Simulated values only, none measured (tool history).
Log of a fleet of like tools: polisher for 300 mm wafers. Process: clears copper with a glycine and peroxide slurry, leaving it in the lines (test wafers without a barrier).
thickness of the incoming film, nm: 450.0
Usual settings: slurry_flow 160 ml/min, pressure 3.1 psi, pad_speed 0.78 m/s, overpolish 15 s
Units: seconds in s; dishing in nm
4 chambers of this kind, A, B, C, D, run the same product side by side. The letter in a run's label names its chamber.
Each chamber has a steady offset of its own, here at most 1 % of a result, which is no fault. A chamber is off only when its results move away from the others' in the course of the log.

| run | hour | slurry_flow | pressure | pad_speed | overpolish | seconds | dishing |
|---|---|---|---|---|---|---|---|
| 1C | 6.7 | 160 | 3.1 | 0.78 | 15 | 104.500 | 44.675 |
| 2B | 12.0 | 160 | 3.1 | 0.78 | 15 | 106.590 | 44.841 |
|  | 12.8 | chamber A: slurry nozzle cleaned |
| 3D | 20.5 | 160 | 3.1 | 0.78 | 15 | 103.410 | 45.729 |
| 4A | 27.0 | 160 | 3.1 | 0.78 | 15 | 104.930 | 46.343 |
| 5C | 32.3 | 160 | 3.1 | 0.78 | 15 | 104.360 | 45.365 |
| 6D | 38.1 | 160 | 3.8 | 0.78 | 15 | 89.612 | 55.471 |
|  | 43.0 | chamber D: worn pad replaced by a new one |
| 7A | 45.3 | 160 | 3.8 | 0.78 | 15 | 87.437 | 54.992 |
| 8B | 54.3 | 160 | 3.8 | 0.78 | 15 | 89.067 | 53.819 |
| 9A | 60.9 | 160 | 3.8 | 0.78 | 15 | 89.130 | 53.182 |
| 10C | 70.3 | 160 | 3.1 | 0.78 | 15 | 105.450 | 45.224 |
|  | 70.9 | chamber C: worn pad replaced by a new one |
| 11B | 76.7 | 160 | 3.1 | 0.78 | 15 | 104.640 | 45.902 |
| 12D | 84.5 | 160 | 3.1 | 0.78 | 15 | 101.230 | 48.470 |
| 13C | 94.1 | 160 | 3.1 | 0.78 | 15 | 105.270 | 47.187 |
| 14A | 102.1 | 200 | 3.1 | 0.78 | 7 | 104.190 | 24.744 |
|  | 105.5 | chamber A: worn pad replaced by a new one |
| 15B | 109.0 | 200 | 3.1 | 0.78 | 7 | 101.870 | 24.579 |
|  | 110.1 | chamber B: worn pad replaced by a new one |
|  | 113.5 | chamber B: slurry nozzle cleaned |
| 16D | 116.2 | 200 | 3.1 | 0.78 | 7 | 102.880 | 24.269 |
| 17B | 122.9 | 200 | 3.1 | 0.78 | 7 | 99.287 | 24.252 |
| 18D | 130.0 | 160 | 3.1 | 0.78 | 15 | 107.750 | 47.519 |
| 19C | 135.9 | 160 | 3.1 | 0.78 | 15 | 103.040 | 46.141 |
| 20A | 144.4 | 160 | 3.1 | 0.78 | 15 | 106.860 | 45.075 |
| 21D | 152.1 | 160 | 3.1 | 0.78 | 15 | 104.360 | 47.932 |
| 22B | 157.0 | 160 | 3.1 | 0.78 | 15 | 104.870 | 45.819 |
|  | 164.6 | chamber C: worn pad replaced by a new one |
| 23C | 165.4 | 160 | 3.1 | 0.78 | 15 | 102.360 | 45.754 |
| 24A | 170.0 | 160 | 3.8 | 0.78 | 7 | 90.019 | 26.513 |
| 25B | 178.9 | 160 | 3.8 | 0.78 | 7 | 88.395 | 27.344 |
| 26A | 186.2 | 160 | 3.8 | 0.78 | 7 | 90.229 | 26.070 |
| 27D | 194.4 | 160 | 3.8 | 0.78 | 7 | 88.568 | 27.529 |

What goes on in this fleet: one chamber off, a drifting gauge, or nothing beyond the chambers' own small offsets? Name the chamber and the cause, if any.

No chamber stands off beyond its own small offset, and the gauge holds steady.
